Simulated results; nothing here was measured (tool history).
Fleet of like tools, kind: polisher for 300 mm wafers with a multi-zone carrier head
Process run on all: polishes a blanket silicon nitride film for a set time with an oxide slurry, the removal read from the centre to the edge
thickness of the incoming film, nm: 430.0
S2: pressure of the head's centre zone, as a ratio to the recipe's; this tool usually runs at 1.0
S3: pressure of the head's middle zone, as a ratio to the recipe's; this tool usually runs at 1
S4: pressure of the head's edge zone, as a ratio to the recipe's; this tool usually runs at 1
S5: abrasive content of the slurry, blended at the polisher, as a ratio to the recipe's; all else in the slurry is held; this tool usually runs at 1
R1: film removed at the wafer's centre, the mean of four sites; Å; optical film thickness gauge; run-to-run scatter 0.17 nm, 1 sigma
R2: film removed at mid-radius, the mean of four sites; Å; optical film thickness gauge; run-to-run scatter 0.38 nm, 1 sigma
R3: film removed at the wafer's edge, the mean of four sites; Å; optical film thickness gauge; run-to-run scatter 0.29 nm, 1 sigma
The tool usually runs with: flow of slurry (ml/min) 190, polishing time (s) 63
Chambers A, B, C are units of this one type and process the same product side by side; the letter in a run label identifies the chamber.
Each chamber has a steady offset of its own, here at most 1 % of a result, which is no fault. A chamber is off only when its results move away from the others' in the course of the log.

{"run": "1C", "day": 0.204, "flow of slurry (ml/min)": 190, "S2": 1.0, "S3": 1, "S4": 1, "S5": 1, "polishing time (s)": 63, "R1": 282.29, "R2": 279.44, "R3": 283.08}
{"day": 0.279, "done": "chamber C: worn pad replaced by a new one"}
{"run": "2A", "day": 0.45, "flow of slurry (ml/min)": 190, "S2": 1.0, "S3": 1, "S4": 1, "S5": 1, "polishing time (s)": 63, "R1": 282.37, "R2": 290.39, "R3": 284.43}
{"day": 0.475, "done": "chamber B: worn pad replaced by a new one"}
{"run": "3B", "day": 0.583, "flow of slurry (ml/min)": 190, "S2": 1.0, "S3": 1, "S4": 1, "S5": 1, "polishing time (s)": 63, "R1": 287.23, "R2": 284.73, "R3": 284.08}
{"run": "4A", "day": 0.721, "flow of slurry (ml/min)": 190, "S2": 1.0, "S3": 1, "S4": 1, "S5": 1, "polishing time (s)": 63, "R1": 286.36, "R2": 281.83, "R3": 277.92}
{"run": "5B", "day": 0.842, "flow of slurry (ml/min)": 190, "S2": 1.0, "S3": 1, "S4": 1, "S5": 1, "polishing time (s)": 63, "R1": 286.62, "R2": 281.08, "R3": 282.68}
{"run": "6C", "day": 0.988, "flow of slurry (ml/min)": 190, "S2": 1.0, "S3": 1, "S4": 1, "S5": 1, "polishing time (s)": 63, "R1": 283.62, "R2": 284.61, "R3": 287.55}
{"run": "7B", "day": 1.108, "flow of slurry (ml/min)": 190, "S2": 1.0, "S3": 1, "S4": 1, "S5": 1, "polishing time (s)": 63, "R1": 284.81, "R2": 286.84, "R3": 281.51}
{"run": "8A", "day": 1.238, "flow of slurry (ml/min)": 190, "S2": 1.0, "S3": 1, "S4": 1, "S5": 1, "polishing time (s)": 63, "R1": 279.36, "R2": 282.48, "R3": 280.39}
{"run": "9C", "day": 1.354, "flow of slurry (ml/min)": 190, "S2": 1.0, "S3": 1, "S4": 1, "S5": 1, "polishing time (s)": 63, "R1": 282.43, "R2": 281.2, "R3": 288.88}
{"run": "10B", "day": 1.512, "flow of slurry (ml/min)": 190, "S2": 1.0, "S3": 1, "S4": 1, "S5": 1, "polishing time (s)": 63, "R1": 283.06, "R2": 279.67, "R3": 280.45}
{"run": "11A", "day": 1.712, "flow of slurry (ml/min)": 190, "S2": 1.0, "S3": 1, "S4": 1, "S5": 1, "polishing time (s)": 63, "R1": 280.89, "R2": 278.45, "R3": 282.52}
{"run": "12C", "day": 1.917, "flow of slurry (ml/min)": 190, "S2": 1.0, "S3": 1, "S4": 1, "S5": 1, "polishing time (s)": 63, "R1": 283.38, "R2": 287.15, "R3": 285.98}
{"run": "13A", "day": 2.042, "flow of slurry (ml/min)": 190, "S2": 1.1, "S3": 1, "S4": 1, "S5": 1, "polishing time (s)": 50, "R1": 242.88, "R2": 223.36, "R3": 215.96}
{"run": "14B", "day": 2.196, "flow of slurry (ml/min)": 190, "S2": 1.1, "S3": 1, "S4": 1, "S5": 1, "polishing time (s)": 50, "R1": 251.14, "R2": 220.93, "R3": 222.57}
{"run": "15C", "day": 2.312, "flow of slurry (ml/min)": 190, "S2": 1.1, "S3": 1, "S4": 1, "S5": 1, "polishing time (s)": 50, "R1": 248.95, "R2": 223.82, "R3": 225.69}
{"run": "16A", "day": 2.446, "flow of slurry (ml/min)": 190, "S2": 1.0, "S3": 1, "S4": 1, "S5": 1, "polishing time (s)": 63, "R1": 276.25, "R2": 276.95, "R3": 271.15}
{"day": 2.575, "done": "chamber C: slurry nozzle cleaned"}
{"run": "17C", "day": 2.667, "flow of slurry (ml/min)": 190, "S2": 1.0, "S3": 1, "S4": 1, "S5": 1, "polishing time (s)": 63, "R1": 279.92, "R2": 284.88, "R3": 287.81}
{"run": "18B", "day": 2.883, "flow of slurry (ml/min)": 190, "S2": 1.0, "S3": 1, "S4": 1, "S5": 1, "polishing time (s)": 63, "R1": 285.01, "R2": 285.0, "R3": 278.08}
{"day": 2.933, "done": "chamber B: worn pad replaced by a new one"}
{"run": "19C", "day": 3.071, "flow of slurry (ml/min)": 190, "S2": 1.0, "S3": 1, "S4": 1, "S5": 1, "polishing time (s)": 63, "R1": 283.11, "R2": 286.18, "R3": 284.31}
{"run": "20B", "day": 3.296, "flow of slurry (ml/min)": 190, "S2": 1.0, "S3": 1, "S4": 1, "S5": 1, "polishing time (s)": 63, "R1": 288.76, "R2": 278.84, "R3": 281.42}
{"run": "21A", "day": 3.542, "flow of slurry (ml/min)": 190, "S2": 1.0, "S3": 1, "S4": 1, "S5": 1, "polishing time (s)": 63, "R1": 267.93, "R2": 272.41, "R3": 270.5}
{"run": "22C", "day": 3.775, "flow of slurry (ml/min)": 190, "S2": 1.0, "S3": 1, "S4": 1, "S5": 1, "polishing time (s)": 63, "R1": 282.25, "R2": 285.7, "R3": 280.1}
{"run": "23A", "day": 4.0, "flow of slurry (ml/min)": 190, "S2": 1.0, "S3": 1, "S4": 1, "S5": 1, "polishing time (s)": 63, "R1": 264.33, "R2": 270.82, "R3": 261.55}

Is one chamber off against the others, does the gauge drift, or is nothing wrong? If a chamber is off, say which, and what the likeliest cause is.

It is chamber A that slowly wanders off from its peers.
What lies behind it: removal rate lost through wear of the pad, % = 6.29.
The log may not separate it from: slurry flow missing at the pad, %.

Here are 4 candidates for chamber A's next run, each the usual settings with a change, their results left as question marks. Which one brings its results back in line with what the others give on the usual settings?
A result is in line if it is within this distance of the other chambers' mean on the usual settings: R1 6.10 Å; R2 13.00 Å; R3 10.00 Å
{"run": "24A-1", "day": 4.183, "flow of slurry (ml/min)": 190, "S2": 1.0, "S3": 1.01, "S4": 0.99, "S5": 1.0, "polishing time (s)": 59, "R1": "?", "R2": "?", "R3": "?"}
{"run": "24A-2", "day": 4.183, "flow of slurry (ml/min)": 190, "S2": 0.99, "S3": 1.02, "S4": 0.99, "S5": 0.95, "polishing time (s)": 56, "R1": "?", "R2": "?", "R3": "?"}
{"run": "24A-3", "day": 4.183, "flow of slurry (ml/min)": 190, "S2": 1.01, "S3": 0.97, "S4": 1.02, "S5": 1.05, "polishing time (s)": 71, "R1": "?", "R2": "?", "R3": "?"}
{"run": "24A-4", "day": 4.183, "flow of slurry (ml/min)": 190, "S2": 1.01, "S3": 0.99, "S4": 1.0, "S5": 1.0, "polishing time (s)": 67, "R1": "?", "R2": "?", "R3": "?"}

Mean of the other chambers on the usual settings: R1 283.94 Å; R2 282.92 Å; R3 282.91 Å
run=24A-1 R1=247.37 R2=252.36 R3=247.48
run=24A-2 R1=226.87 R2=236.08 R3=229.40
run=24A-3 R1=307.42 R2=299.18 R3=309.43
run=24A-4 R1=283.89 R2=281.40 R3=282.62
The answer is 24A-4, which returns the chamber to within the allowed miss of the others.
